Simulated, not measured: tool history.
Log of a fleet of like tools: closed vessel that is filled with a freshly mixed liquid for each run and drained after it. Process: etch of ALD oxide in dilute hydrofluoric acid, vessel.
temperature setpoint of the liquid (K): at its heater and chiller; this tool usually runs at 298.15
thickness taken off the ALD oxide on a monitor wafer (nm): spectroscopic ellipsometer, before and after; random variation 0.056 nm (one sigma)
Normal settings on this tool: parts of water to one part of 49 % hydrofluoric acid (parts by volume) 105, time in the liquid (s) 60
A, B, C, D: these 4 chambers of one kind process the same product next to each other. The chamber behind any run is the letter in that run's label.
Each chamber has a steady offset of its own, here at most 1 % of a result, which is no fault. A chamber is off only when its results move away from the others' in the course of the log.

run	hour	temperature setpoint of the liquid (K)	parts of water to one part of 49 % hydrofluoric acid (parts by volume)	time in the liquid (s)	hours since the thermometer was replaced	hours since the hydrofluoric acid flow meter was replaced	read-back film thickness of the ALD oxide reference wafer, read on the same gauge (nm)	thickness taken off the ALD oxide on a monitor wafer (nm)
1D	8.6	298.15	105	60	244.4	92.2	69.989	17.4030
2B	13.8	298.15	105	60	217.8	374.3	69.999	17.5160
3A	18.4	298.15	105	60	2242.4	782.2	70.015	17.5150
4C	26.3	298.15	105	60	1131.9	1619.0	69.985	17.3770
5C	31.4	298.15	105	60	1137.0	1624.1	69.969	17.2850
6B	38.0	298.15	105	60	242.0	398.5	69.984	17.2890
7D	42.5	298.15	105	60	278.3	126.1	69.981	17.3190
8A	48.2	298.15	105	60	2272.2	812.0	69.983	17.6370
9C	52.6	294.65	105	60	1158.2	1645.3	70.025	15.0420
10D	59.8	294.65	105	60	295.6	143.4	70.003	15.1320
11B	65.8	294.65	105	60	269.8	426.3	70.003	15.0500
12A	71.0	294.65	105	60	2295.0	834.8	69.988	15.2730
13D	79.7	298.15	105	60	315.5	163.3	70.008	17.3360
14C	85.5	298.15	105	60	1191.1	1678.2	70.013	17.3860
15A	93.9	298.15	105	60	2317.9	857.7	70.005	17.4110
16B	98.8	298.15	105	60	302.8	459.3	70.013	17.0570
17C	106.0	298.15	105	60	1211.6	1698.7	70.020	17.3590
18B	110.2	298.15	105	60	314.2	470.7	69.978	17.1480
19A	116.4	298.15	105	60	2340.4	880.2	70.022	17.4800
20D	123.5	298.15	105	60	359.3	207.1	69.959	17.3790
21B	128.7	299.65	105	30	332.7	489.2	70.026	9.0458
22D	132.8	299.65	105	30	368.6	216.4	69.981	9.2068
# hour 137.7: chamber A: thermometer replaced
23A	140.0	299.65	105	30	2.4	903.8	69.999	9.3066
24C	148.0	299.65	105	30	1253.6	1740.7	70.031	9.2237
25C	153.3	298.15	105	60	1258.9	1746.0	70.002	17.3410
26A	158.9	298.15	105	60	21.3	922.7	70.016	17.5050
27B	163.7	298.15	65	60	367.7	524.2	70.003	28.5590
28D	169.9	298.15	65	60	405.7	253.5	70.009	29.8070
29A	178.2	298.15	65	60	40.6	942.0	69.981	29.4970
30C	186.1	298.15	65	60	1291.7	1778.8	69.982	29.5160
31B	191.4	298.15	105	60	395.4	551.9	70.000	16.8410
32D	198.4	298.15	105	60	434.2	282.0	70.008	17.3890
33D	204.6	298.15	105	60	440.4	288.2	70.004	17.3700
34A	210.2	298.15	105	60	72.6	974.0	69.984	17.5180
35B	216.9	298.15	105	90	420.9	577.4	69.994	25.0940
36C	223.0	298.15	105	90	1328.6	1815.7	70.004	26.0650
37D	230.8	298.15	105	90	466.6	314.4	69.970	26.0600

The same settings go to every chamber for the next run, one line per chamber below. Forecast the results for each:
38A	237.1	300.15	105	60				?
38B	237.1	300.15	105	60				?
38C	237.1	300.15	105	60				?
38D	237.1	300.15	105	60				?

run	thickness taken off the ALD oxide on a monitor wafer (nm)
38A	18.9390
38B	17.9860
38C	18.7980
38D	18.7250

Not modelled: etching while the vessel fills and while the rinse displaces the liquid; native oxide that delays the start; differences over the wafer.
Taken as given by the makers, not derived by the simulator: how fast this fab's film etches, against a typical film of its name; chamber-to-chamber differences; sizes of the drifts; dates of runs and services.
